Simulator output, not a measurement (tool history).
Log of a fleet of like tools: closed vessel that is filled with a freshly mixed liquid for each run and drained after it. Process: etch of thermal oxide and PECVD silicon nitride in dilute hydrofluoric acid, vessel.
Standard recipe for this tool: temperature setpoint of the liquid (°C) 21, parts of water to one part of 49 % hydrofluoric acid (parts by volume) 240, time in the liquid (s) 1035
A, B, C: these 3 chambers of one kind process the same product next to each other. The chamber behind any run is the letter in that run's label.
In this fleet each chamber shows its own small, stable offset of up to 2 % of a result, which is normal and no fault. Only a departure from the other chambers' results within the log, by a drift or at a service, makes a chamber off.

run	hour	temperature setpoint of the liquid (°C)	parts of water to one part of 49 % hydrofluoric acid (parts by volume)	time in the liquid (s)	read-back film thickness of the thermal oxide reference wafer, read on the same gauge (nm)	read-back film thickness of the PECVD silicon nitride reference wafer, read on the same gauge (nm)	thickness taken off the thermal oxide on a monitor wafer (nm)	thickness taken off the PECVD silicon nitride on a monitor wafer (nm)
1B	6.5	21	240	1035	50.007	110.05	15.039	8.8731
2A	12.1	21	240	1035	49.992	109.99	14.779	8.7763
3C	23.6	21	240	1035	49.993	110.03	15.271	8.7977
4A	33.8	21	240	1035	50.023	109.99	14.838	8.8522
5C	44.2	21	240	1035	49.975	110	15.1	8.7711
6B	56.1	23	240	1335	50.001	109.99	21.204	12.949
7B	65.8	23	240	1335	49.989	110.02	21.301	12.948
8C	75.1	23	240	1335	49.998	110.02	20.979	13.029
9A	85	21	240	1035	50.006	109.98	14.885	8.8283
10B	96.9	21	240	1035	49.996	110	14.897	8.8104
11C	107	21	240	1035	49.984	110	15.298	8.9071
12A	116.2	21	240	1035	50.016	110.02	14.89	8.6003
13B	122.8	21	130	1430	49.999	110.02	43.39	21.722
14C	132	21	130	1430	50.017	110	43.42	22.126
15A	141.9	21	130	1430	50.001	110	41.701	21.488
16B	151.5	21	240	1035	49.992	110.02	15.233	8.8903
17A	160.8	21	240	1035	50.018	110.01	14.522	8.5289
18C	169	21	240	485	49.995	110.02	7.0769	4.2215
19C	180.8	21	240	485	49.997	110.06	7.0614	4.1504
20A	187.8	21	240	485	49.997	110	6.7679	3.9849
21B	195.1	21	240	1035	49.999	110.01	14.985	8.9101
22A	206.7	21	240	1035	50.01	110.03	14.519	8.3755
23B	212.1	21	240	1035	49.99	110.01	15.095	8.7771
24C	219.2	21	240	1035	49.993	110.01	15.339	8.7609
25C	228.8	21	240	1035	50.02	110.03	15.098	8.8253
26A	236.3	21	240	1035	49.989	110.01	14.258	8.2471
27B	247.4	21	240	1035	49.995	109.99	15.11	8.7601
28A	258.1	21	240	1035	50.024	110.02	14.439	8.2458
29B	265.6	21	320	1035	49.993	109.98	10.599	6.773
30C	276.2	21	320	1035	50.01	110.04	10.53	6.6977
31B	282.2	21	320	1035	50.003	110.03	10.494	6.679
32A	293.2	21	240	1035	50.007	110.01	14.233	8.1167

For the next run the whole fleet of 3 chambers uses the same settings. Give each chamber's results:
33A	302	21	240	1035			?	?
33B	302	21	240	1035			?	?
33C	302	21	240	1035			?	?

run	thickness taken off the thermal oxide on a monitor wafer (nm)	thickness taken off the PECVD silicon nitride on a monitor wafer (nm)
33A	14.206	8.1157
33B	15.121	8.8281
33C	15.151	8.7998

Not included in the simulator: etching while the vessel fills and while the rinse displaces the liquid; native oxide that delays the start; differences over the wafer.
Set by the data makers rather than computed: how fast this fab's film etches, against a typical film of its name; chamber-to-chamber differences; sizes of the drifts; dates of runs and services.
